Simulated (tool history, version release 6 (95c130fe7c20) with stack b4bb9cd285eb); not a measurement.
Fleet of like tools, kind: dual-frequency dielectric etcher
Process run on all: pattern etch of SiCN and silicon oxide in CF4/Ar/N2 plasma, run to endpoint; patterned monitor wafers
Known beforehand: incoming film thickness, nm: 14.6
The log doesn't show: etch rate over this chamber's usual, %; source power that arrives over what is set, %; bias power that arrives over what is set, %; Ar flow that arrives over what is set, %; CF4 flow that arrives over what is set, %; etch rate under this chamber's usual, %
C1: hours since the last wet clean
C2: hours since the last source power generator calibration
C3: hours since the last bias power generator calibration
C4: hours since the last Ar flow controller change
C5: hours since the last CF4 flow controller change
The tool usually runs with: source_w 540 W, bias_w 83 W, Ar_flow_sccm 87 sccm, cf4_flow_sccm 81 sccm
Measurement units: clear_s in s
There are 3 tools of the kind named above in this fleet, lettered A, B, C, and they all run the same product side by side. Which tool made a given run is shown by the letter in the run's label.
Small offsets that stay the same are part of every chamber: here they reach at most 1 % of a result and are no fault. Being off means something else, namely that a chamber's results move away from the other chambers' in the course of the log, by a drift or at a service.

run 1B hour=7.5 | source_w=540 bias_w=83 Ar_flow_sccm=87 cf4_flow_sccm=81 | C1=377.8 C2=546.7 C3=2842.3 C4=2005.4 C5=1884.6 | clear_s=13.012
run 2C hour=16.4 | source_w=540 bias_w=83 Ar_flow_sccm=87 cf4_flow_sccm=81 | C1=509.4 C2=2024.7 C3=1204.2 C4=3420.7 C5=2142.7 | clear_s=13.326
run 3A hour=22.1 | source_w=540 bias_w=83 Ar_flow_sccm=87 cf4_flow_sccm=81 | C1=340.1 C2=976.4 C3=812.8 C4=3194.3 C5=393.8 | clear_s=13.15
run 4B hour=27.5 | source_w=540 bias_w=83 Ar_flow_sccm=87 cf4_flow_sccm=81 | C1=397.8 C2=566.7 C3=2862.3 C4=2025.4 C5=1904.6 | clear_s=13.149
run 5A hour=32.4 | source_w=540 bias_w=83 Ar_flow_sccm=87 cf4_flow_sccm=81 | C1=350.4 C2=986.7 C3=823.1 C4=3204.6 C5=404.1 | clear_s=13.149
run 6C hour=37.2 | source_w=540 bias_w=83 Ar_flow_sccm=87 cf4_flow_sccm=81 | C1=530.2 C2=2045.5 C3=1225 C4=3441.5 C5=2163.5 | clear_s=13.261
run 7C hour=44.4 | source_w=500 bias_w=83 Ar_flow_sccm=87 cf4_flow_sccm=81 | C1=537.4 C2=2052.7 C3=1232.2 C4=3448.7 C5=2170.7 | clear_s=14.176
run 8B hour=54.8 | source_w=500 bias_w=83 Ar_flow_sccm=87 cf4_flow_sccm=81 | C1=425.1 C2=594 C3=2889.6 C4=2052.7 C5=1931.9 | clear_s=13.867
run 9A hour=63 | source_w=500 bias_w=83 Ar_flow_sccm=87 cf4_flow_sccm=81 | C1=381 C2=1017.3 C3=853.7 C4=3235.2 C5=434.7 | clear_s=14.086
run 10B hour=71.4 | source_w=540 bias_w=83 Ar_flow_sccm=87 cf4_flow_sccm=81 | C1=441.7 C2=610.6 C3=2906.2 C4=2069.3 C5=1948.5 | clear_s=13.018
run 11A hour=77.6 | source_w=540 bias_w=83 Ar_flow_sccm=87 cf4_flow_sccm=81 | C1=395.6 C2=1031.9 C3=868.3 C4=3249.8 C5=449.3 | clear_s=13.208
run 12C hour=86.5 | source_w=430 bias_w=83 Ar_flow_sccm=87 cf4_flow_sccm=64 | C1=579.5 C2=2094.8 C3=1274.3 C4=3490.8 C5=2212.8 | clear_s=16.881
run 13C hour=95.4 | source_w=430 bias_w=83 Ar_flow_sccm=87 cf4_flow_sccm=64 | C1=588.4 C2=2103.7 C3=1283.2 C4=3499.7 C5=2221.7 | clear_s=16.819
run 14B hour=102.8 | source_w=430 bias_w=83 Ar_flow_sccm=87 cf4_flow_sccm=64 | C1=473.1 C2=642 C3=2937.6 C4=2100.7 C5=1979.9 | clear_s=16.513
run 15A hour=110 | source_w=540 bias_w=83 Ar_flow_sccm=87 cf4_flow_sccm=81 | C1=428 C2=1064.3 C3=900.7 C4=3282.2 C5=481.7 | clear_s=13.254
run 16A hour=116.7 | source_w=540 bias_w=83 Ar_flow_sccm=87 cf4_flow_sccm=81 | C1=434.7 C2=1071 C3=907.4 C4=3288.9 C5=488.4 | clear_s=13.055
run 17C hour=123 | source_w=540 bias_w=83 Ar_flow_sccm=87 cf4_flow_sccm=81 | C1=616 C2=2131.3 C3=1310.8 C4=3527.3 C5=2249.3 | clear_s=13.327
run 18B hour=128.8 | source_w=540 bias_w=83 Ar_flow_sccm=87 cf4_flow_sccm=81 | C1=499.1 C2=668 C3=2963.6 C4=2126.7 C5=2005.9 | clear_s=13.205
run 19C hour=134.4 | source_w=540 bias_w=83 Ar_flow_sccm=87 cf4_flow_sccm=81 | C1=627.4 C2=2142.7 C3=1322.2 C4=3538.7 C5=2260.7 | clear_s=13.2
run 20B hour=140.7 | source_w=650 bias_w=83 Ar_flow_sccm=87 cf4_flow_sccm=81 | C1=511 C2=679.9 C3=2975.5 C4=2138.6 C5=2017.8 | clear_s=11.107

Is one chamber off against the others, does the gauge drift, or is nothing wrong? If a chamber is off, say which, and what the likeliest cause is.

Neither any chamber nor the gauge drifts; the chambers differ only by their own small, steady offsets.
